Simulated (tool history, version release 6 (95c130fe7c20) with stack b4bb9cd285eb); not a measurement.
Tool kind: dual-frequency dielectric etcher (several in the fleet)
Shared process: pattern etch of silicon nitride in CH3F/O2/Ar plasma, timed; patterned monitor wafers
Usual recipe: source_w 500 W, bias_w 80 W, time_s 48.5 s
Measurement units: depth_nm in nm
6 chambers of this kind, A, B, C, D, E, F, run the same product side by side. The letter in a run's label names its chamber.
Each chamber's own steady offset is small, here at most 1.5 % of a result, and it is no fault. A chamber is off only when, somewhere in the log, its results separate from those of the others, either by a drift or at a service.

run   hour  source_w  bias_w  time_s  read-back reference wafer on the same gauge, depth_nm  depth_nm
 1A    9.4       500      80    48.5                                                 36.689    38.301
 2E   14.8       500      80    48.5                                                 36.681    38.695
 3F   24.2       500      80    48.5                                                 36.711    38.065
      29.6  -- chamber D: wet clean of the chamber
 4C   31.9       500      80    48.5                                                  36.72    38.684
 5D   40.6       500      80    48.5                                                 36.721    38.786
 6B     49       500      80    48.5                                                 36.694    37.908
 7E   55.7       500      80    48.5                                                   36.7    38.519
      62.2  -- chamber C: wet clean of the chamber
 8D   67.5       500      92    48.5                                                 36.685    40.337
        68  -- chamber E: wet clean of the chamber
 9F     75       500      92    48.5                                                 36.694    39.797
10B   82.2       500      92    48.5                                                 36.708    40.064
11C   88.8       500      92    48.5                                                   36.7    40.695
12A  100.7       500      92    48.5                                                 36.711    40.345
     105.2  -- chamber E: source power generator calibrated
13B  108.2       500      92    48.5                                                 36.681    39.973
14A  117.9       500      80    48.5                                                 36.713    38.259
15C  128.2       500      95      56                                                 36.704    47.543
16D  138.7       500      95      56                                                 36.711    47.347
17E  145.6       500      95      56                                                 36.703    47.147
18F  152.7       500      95      56                                                 36.671    46.648
19F  160.2       500      95      56                                                 36.724    46.607
20B  170.7       500      95      56                                                 36.722    46.555
21E  178.7       500      80    48.5                                                 36.714     38.44
22C  190.5       500      80    58.5                                                 36.704    46.588
23A  200.8       500      80    58.5                                                  36.69    46.274
24D  207.9       500      80    58.5                                                 36.699    46.453
25B  216.1       500      80    58.5                                                 36.693    45.414
26F  225.2       500      80    58.5                                                 36.709     45.91
27C  232.8       500      80    58.5                                                 36.682    46.857
28D  238.3       500      80    48.5                                                 36.697     38.39
29A  248.5       500      80    48.5                                                 36.681    38.262
30E  254.6       500      80    48.5                                                 36.718    38.624
31A  265.7       500      80    54.5                                                 36.682     43.27
32C  275.3       500      80    54.5                                                 36.712    43.393
33D  280.8       500      80    54.5                                                 36.706    43.197
34F  292.6       500      80    54.5                                                 36.739    42.743
35E  300.3       500      80    54.5                                                 36.701    43.243
36B    310       500      80    54.5                                                 36.683    42.278
37C  315.2       500      80    48.5                                                 36.697     38.77
38A  321.6       500      80    48.5                                                 36.692    38.339
39D  327.9       610      80    48.5                                                 36.708    41.586
40E  334.5       610      80    48.5                                                 36.676    41.415
41B  343.8       610      80    48.5                                                  36.71    40.005
42F  350.8       610      80    48.5                                                 36.679    41.031

Does one chamber stand apart from the rest, does the shared gauge drift, or is all well apart from small per-chamber offsets? Give the chamber and the most likely cause, where there is one.

It is chamber B that slowly wanders off from its peers.
Most likely cause: etch rate under this chamber's usual, % = 2.24.
The log might look much the same if the cause were instead: source power that arrives under what is set, %.

Which of the 4 candidates below, each the usual settings with something changed and its results left as question marks, puts chamber B back in line with what the other chambers give on the usual settings?
To be in line, a result may differ from the other chambers' mean on the usual settings by at most: depth_nm 0.34 nm
43B-1  359.4       500      80      50                                                                ?
43B-2  359.4       510      82    48.5                                                                ?
43B-3  359.4       500      79      47                                                                ?
43B-4  359.4       480      80    48.5                                                                ?

On the usual settings, the other chambers give on average: depth_nm 38.413 nm
  run  depth_nm
43B-1    38.304
43B-2    37.747
43B-3    35.852
43B-4    36.593
43B-1 is the one that brings the chamber's results back in line with the other chambers.
